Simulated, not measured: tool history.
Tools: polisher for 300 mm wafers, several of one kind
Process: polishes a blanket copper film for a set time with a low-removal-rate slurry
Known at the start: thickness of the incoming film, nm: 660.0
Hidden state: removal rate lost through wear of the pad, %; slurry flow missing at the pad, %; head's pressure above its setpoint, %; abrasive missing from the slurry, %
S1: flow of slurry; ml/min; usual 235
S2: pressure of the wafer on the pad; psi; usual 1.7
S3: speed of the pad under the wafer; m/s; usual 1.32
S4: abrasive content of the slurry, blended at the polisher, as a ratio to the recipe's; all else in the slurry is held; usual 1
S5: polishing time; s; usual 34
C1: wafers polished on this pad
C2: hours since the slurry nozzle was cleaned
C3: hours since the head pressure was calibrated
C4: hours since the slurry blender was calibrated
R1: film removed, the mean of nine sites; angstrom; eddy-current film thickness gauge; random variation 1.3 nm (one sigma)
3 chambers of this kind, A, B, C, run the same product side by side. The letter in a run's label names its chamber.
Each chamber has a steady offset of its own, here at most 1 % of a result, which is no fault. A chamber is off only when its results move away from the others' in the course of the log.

run	day	S1	S2	S3	S4	S5	C1	C2	C3	C4	R1
1C	0.267	235	1.7	1.32	1	34	592	546.9	92.7	115.3	924.51
# day 0.588: chamber A: worn pad replaced by a new one
2A	0.729	235	1.7	1.32	1	34	34	67.2	280.7	56.9	937.43
# day 0.796: chamber C: slurry blender recalibrated
3B	1.288	235	1.7	1.32	1	34	735	422.7	631.6	67.8	944.1
4C	1.679	235	1.7	1.32	1	34	932	580.8	126.6	21.2	923.07
# day 2.238: chamber B: worn pad replaced by a new one
5B	2.242	235	1.7	1.32	1	34	1	445.6	654.5	90.7	930.06
6A	2.775	235	1.7	1.32	1	34	527	116.3	329.8	106	936.98
7B	3.196	235	1.7	1.32	1	34	231	468.5	677.4	113.6	957.22
# day 3.562: chamber A: worn pad replaced by a new one
8A	3.725	235	1.7	1.32	1	34	39	139.1	352.6	128.8	940.72
# day 3.946: chamber C: worn pad replaced by a new one
# day 3.95: chamber C: slurry nozzle cleaned
9C	4.271	235	1.7	1.32	1	34	78	7.7	188.8	83.4	955.92
10C	4.679	235	1.7	1.32	1	34	177	17.5	198.6	93.2	940.66
11A	5.083	235	1.7	1.32	1	34	366	171.7	385.2	161.4	960.65
12B	5.467	235	1.7	1.32	1	34	778	523	731.9	168.1	945.03
13B	5.804	235	1.7	1.32	1	34	859	531.1	740	176.2	948.88
# day 5.829: chamber B: worn pad replaced by a new one
# day 5.996: chamber C: slurry blender recalibrated
14C	6.25	235	1.7	1.32	1	34	555	55.2	236.3	6.2	932.14
# day 6.467: chamber A: worn pad replaced by a new one
15A	6.612	235	1.7	1.32	1	34	35	208.4	421.9	198.1	947.26
16A	6.883	235	1.7	1.32	1	34	100	214.9	428.4	204.6	936.38
17B	7.225	235	1.7	1.32	1	34	337	565.2	774.1	210.3	939.56
18C	7.562	235	1.7	1.32	1	34	871	86.7	267.8	37.7	933.14
19B	7.954	235	1.7	1.32	1.2	34	512	582.7	791.6	227.8	965.49
# day 8.262: chamber A: slurry blender recalibrated
20C	8.362	235	1.7	1.32	1.2	34	1064	105.9	287	56.9	948.1
21A	8.942	235	1.7	1.32	1.2	34	596	264.3	477.8	16.4	1009.9
22B	9.246	235	1.7	1.32	1	34	823	613.7	822.6	258.8	906.21
# day 9.417: chamber B: worn pad replaced by a new one
# day 9.471: chamber C: worn pad replaced by a new one
23C	9.517	235	1.7	1.32	1	34	11	133.6	314.7	84.6	941.97
# day 9.646: chamber A: worn pad replaced by a new one
24A	10.042	235	1.7	1.32	1	34	95	290.7	504.2	42.8	944.97
# day 10.133: chamber B: slurry blender recalibrated
25B	10.367	235	1.7	1.32	1	34	229	640.6	849.5	5.7	932.51
26A	10.683	235	1.3	1.32	0.8	34	250	306.1	519.6	58.2	664.23
27C	11.158	235	1.3	1.32	0.8	34	406	173	354.1	124	678.52
28B	11.458	235	1.3	1.32	0.8	34	492	666.8	875.7	31.9	689.71
# day 11.608: chamber C: slurry blender recalibrated
29C	11.817	235	1.7	1.32	1	34	565	188.8	369.9	5	911.44
30A	12.146	190	1.7	1.32	1	40	602	341.2	554.7	93.3	1080
31B	12.567	190	1.7	1.32	1	40	759	693.4	902.3	58.5	1087.9
# day 12.883: chamber B: worn pad replaced by a new one
# day 12.979: chamber A: worn pad replaced by a new one
32C	12.988	190	1.7	1.32	1	40	847	216.9	398	33.1	1071.5
33A	13.512	235	1.7	1.32	1	34	128	374	587.5	126.1	953.68
34B	13.888	235	1.7	1.32	1	34	242	725.1	934	90.2	937.44
# day 14.233: chamber C: head pressure recalibrated
35C	14.242	235	1.7	1.32	1	34	1149	247	0.2	63.2	935.06
36A	14.538	235	1.7	1.32	1	34	375	398.6	612.1	150.7	939.02

Is one chamber off against the others, does the gauge drift, or is nothing wrong? If a chamber is off, say which, and what the likeliest cause is.

No chamber stands off beyond its own small offset, and the gauge holds steady.

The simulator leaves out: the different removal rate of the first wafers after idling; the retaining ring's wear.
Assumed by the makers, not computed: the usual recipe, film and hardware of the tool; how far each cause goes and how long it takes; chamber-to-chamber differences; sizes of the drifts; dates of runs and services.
